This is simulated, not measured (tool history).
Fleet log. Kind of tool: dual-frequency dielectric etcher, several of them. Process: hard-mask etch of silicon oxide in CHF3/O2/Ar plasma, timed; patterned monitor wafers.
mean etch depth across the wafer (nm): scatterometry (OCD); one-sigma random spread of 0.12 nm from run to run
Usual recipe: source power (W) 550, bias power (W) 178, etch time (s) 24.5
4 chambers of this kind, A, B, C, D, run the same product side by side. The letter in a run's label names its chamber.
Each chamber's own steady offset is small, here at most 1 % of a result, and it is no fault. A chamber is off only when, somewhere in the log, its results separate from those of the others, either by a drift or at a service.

run   hour  source power (W)  bias power (W)  etch time (s)  hours since the last wet clean  hours since the last source power generator calibration  hours since the last bias power generator calibration  read-back reference wafer on the same gauge, depth_nm  mean etch depth across the wafer (nm)
 1A    8.1               550             178           24.5                           289.1                                                   1234.8                                                  184.0                                                 50.236                                 46.790
 2D   16.7               550             178           24.5                           476.2                                                   1371.9                                                 2961.1                                                 50.204                                 46.226
 3B   24.1               550             178           24.5                            35.7                                                   1416.3                                                 3230.9                                                 50.166                                 46.558
 4C   36.0               550             178           24.5                            63.0                                                   1884.4                                                 1892.3                                                 50.199                                 46.912
      42.8  -- chamber A: wet clean of the chamber
 5D   47.7               550             178           24.5                           507.2                                                   1402.9                                                 2992.1                                                 50.167                                 46.685
 6C   57.4               620             178           18.5                            84.4                                                   1905.8                                                 1913.7                                                 50.214                                 36.936
 7A   66.8               620             178           18.5                            24.0                                                   1293.5                                                  242.7                                                 50.141                                 37.027
 8B   80.0               620             178           18.5                            91.6                                                   1472.2                                                 3286.8                                                 50.198                                 36.942
 9D   91.4               620             178           18.5                           550.9                                                   1446.6                                                 3035.8                                                 50.205                                 36.532
10B   98.1               550             178           24.5                           109.7                                                   1490.3                                                 3304.9                                                 50.198                                 46.642
11C  109.1               550             178           24.5                           136.1                                                   1957.5                                                 1965.4                                                 50.203                                 46.779
12A  114.8               550             178           24.5                            72.0                                                   1341.5                                                  290.7                                                 50.207                                 46.776
13C  125.8               550             178           24.5                           152.8                                                   1974.2                                                 1982.1                                                 50.256                                 46.728
14D  135.0               550             178           24.5                           594.5                                                   1490.2                                                 3079.4                                                 50.205                                 46.504
15A  147.4               550             178           24.5                           104.6                                                   1374.1                                                  323.3                                                 50.191                                 47.079
16B  155.5               550             178           24.5                           167.1                                                   1547.7                                                 3362.3                                                 50.179                                 46.599
17C  166.1               550             178           24.5                           193.1                                                   2014.5                                                 2022.4                                                 50.215                                 47.040
18D  171.9               550             178           24.5                           631.4                                                   1527.1                                                 3116.3                                                 50.192                                 46.135
19B  182.8               550             178           24.5                           194.4                                                   1575.0                                                 3389.6                                                 50.198                                 46.503
     189.4  -- chamber D: source power generator calibrated
20A  194.1               550             178           24.5                           151.3                                                   1420.8                                                  370.0                                                 50.195                                 46.651
     196.3  -- chamber B: bias power generator calibrated
21A  200.5               550             178           24.5                           157.7                                                   1427.2                                                  376.4                                                 50.225                                 46.807
     202.4  -- chamber D: wet clean of the chamber
22B  209.1               550             178           24.5                           220.7                                                   1601.3                                                   12.9                                                 50.192                                 46.739
23D  218.6               550             178           24.5                            16.3                                                     29.2                                                 3163.0                                                 50.178                                 46.288
24C  225.2               550             178           24.5                           252.2                                                   2073.6                                                 2081.5                                                 50.201                                 46.922
25A  236.6               550             178           24.5                           193.8                                                   1463.3                                                  412.5                                                 50.223                                 46.725
26D  245.4               550             178           24.5                            43.1                                                     56.0                                                 3189.8                                                 50.204                                 46.062
27C  257.4               550             178           24.5                           284.4                                                   2105.8                                                 2113.7                                                 50.237                                 46.707
28B  269.9               550             178           21.5                           281.5                                                   1662.1                                                   73.7                                                 50.184                                 40.969
29D  276.7               550             178           21.5                            74.4                                                     87.3                                                 3221.1                                                 50.197                                 40.754
30C  282.5               550             178           21.5                           309.5                                                   2130.9                                                 2138.8                                                 50.176                                 40.953
31B  294.8               550             178           21.5                           306.4                                                   1687.0                                                   98.6                                                 50.196                                 41.014
32A  302.7               550             178           24.5                           259.9                                                   1529.4                                                  478.6                                                 50.227                                 46.648

Does one chamber stand apart from the rest, does the shared gauge drift, or is all well apart from small per-chamber offsets? Give the chamber and the most likely cause, where there is one.

No chamber is off and the gauge is stable; the differences are just each chamber's small, constant offset.

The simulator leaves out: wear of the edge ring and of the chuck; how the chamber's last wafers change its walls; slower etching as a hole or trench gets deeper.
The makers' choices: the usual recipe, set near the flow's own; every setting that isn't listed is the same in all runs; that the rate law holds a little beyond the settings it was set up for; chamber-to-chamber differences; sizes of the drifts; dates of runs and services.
